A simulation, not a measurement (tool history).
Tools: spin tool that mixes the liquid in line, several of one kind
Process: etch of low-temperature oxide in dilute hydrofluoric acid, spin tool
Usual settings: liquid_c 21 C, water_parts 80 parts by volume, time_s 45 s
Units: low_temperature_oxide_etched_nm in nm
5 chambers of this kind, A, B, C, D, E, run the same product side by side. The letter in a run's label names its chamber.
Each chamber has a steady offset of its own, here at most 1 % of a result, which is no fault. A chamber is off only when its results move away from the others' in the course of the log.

run,hour,liquid_c,water_parts,time_s,hours since the thermometer was replaced,hours since the hydrofluoric acid flow meter was replaced,"read-back film thickness of the low-temperature oxide reference wafer, read on the same gauge (nm)",low_temperature_oxide_etched_nm
1B,7.8,21,80,45,1107.6,1055.1,70.018,5.407
2C,11.6,21,80,45,1789.3,908,69.962,5.3413
3D,19.7,21,80,45,1571.2,1993.6,70.031,5.2677
4A,28.1,21,80,45,745.2,434,70.027,5.4068
5E,31.8,21,95,45,1343.9,387.2,70.015,4.4434
6D,35.6,21,95,45,1587.1,2009.5,70.02,4.4571
7B,41.5,21,95,45,1141.3,1088.8,69.981,4.4349
8C,48.7,21,95,45,1826.4,945.1,70.012,4.4877
9E,53.2,21,95,45,1365.3,408.6,69.974,4.4989
10A,58.9,21,80,45,776,464.8,69.948,5.5168
11E,63,21,80,45,1375.1,418.4,70.059,5.4316
12D,71.1,21,80,45,1622.6,2045,70.029,5.3461
13C,76.4,21,80,45,1854.1,972.8,70.001,5.4261
14B,82.1,21,80,45,1181.9,1129.4,69.972,5.3328
15A,89.4,17.5,95,45,806.5,495.3,70,3.8501
16E,93.8,17.5,95,45,1405.9,449.2,69.963,3.7715
17C,100.2,17.5,95,45,1877.9,996.6,69.995,3.8816
18D,107.7,17.5,95,45,1659.2,2081.6,69.991,3.8364
19B,115.2,17.5,95,45,1215,1162.5,70.027,3.8505
20A,119.1,18.5,80,45,836.2,525,69.979,4.9255
21D,125.1,18.5,80,45,1676.6,2099,70.01,4.9219
22E,132.8,18.5,80,45,1444.9,488.2,70.012,4.682
23A,137.7,18.5,80,45,854.8,543.6,70.032,4.8315
24B,141.9,18.5,80,45,1241.7,1189.2,70.005,4.8123
25C,147.1,25.5,105,45,1924.8,1043.5,70.024,4.6755
26D,153.9,25.5,105,45,1705.4,2127.8,70.038,4.7041
# hour 157.8: chamber E: thermometer replaced
27B,158,25.5,105,45,1257.8,1205.3,70.033,4.7176
28C,164.1,25.5,105,45,1941.8,1060.5,69.991,4.7396
29A,169.4,25.5,105,45,886.5,575.3,69.96,4.8266
30E,174.7,21,80,45,16.9,530.1,69.978,5.0766
31D,181.9,21,80,45,1733.4,2155.8,70.045,5.3884
32A,188.4,21,80,45,905.5,594.3,70.006,5.4406

Next, every chamber runs the same settings. What will each give?
33A,194.5,17.5,80,45,,,,?
33B,194.5,17.5,80,45,,,,?
33C,194.5,17.5,80,45,,,,?
33D,194.5,17.5,80,45,,,,?
33E,194.5,17.5,80,45,,,,?

run,low_temperature_oxide_etched_nm
33A,4.6847
33B,4.5825
33C,4.6042
33D,4.6834
33E,4.3539
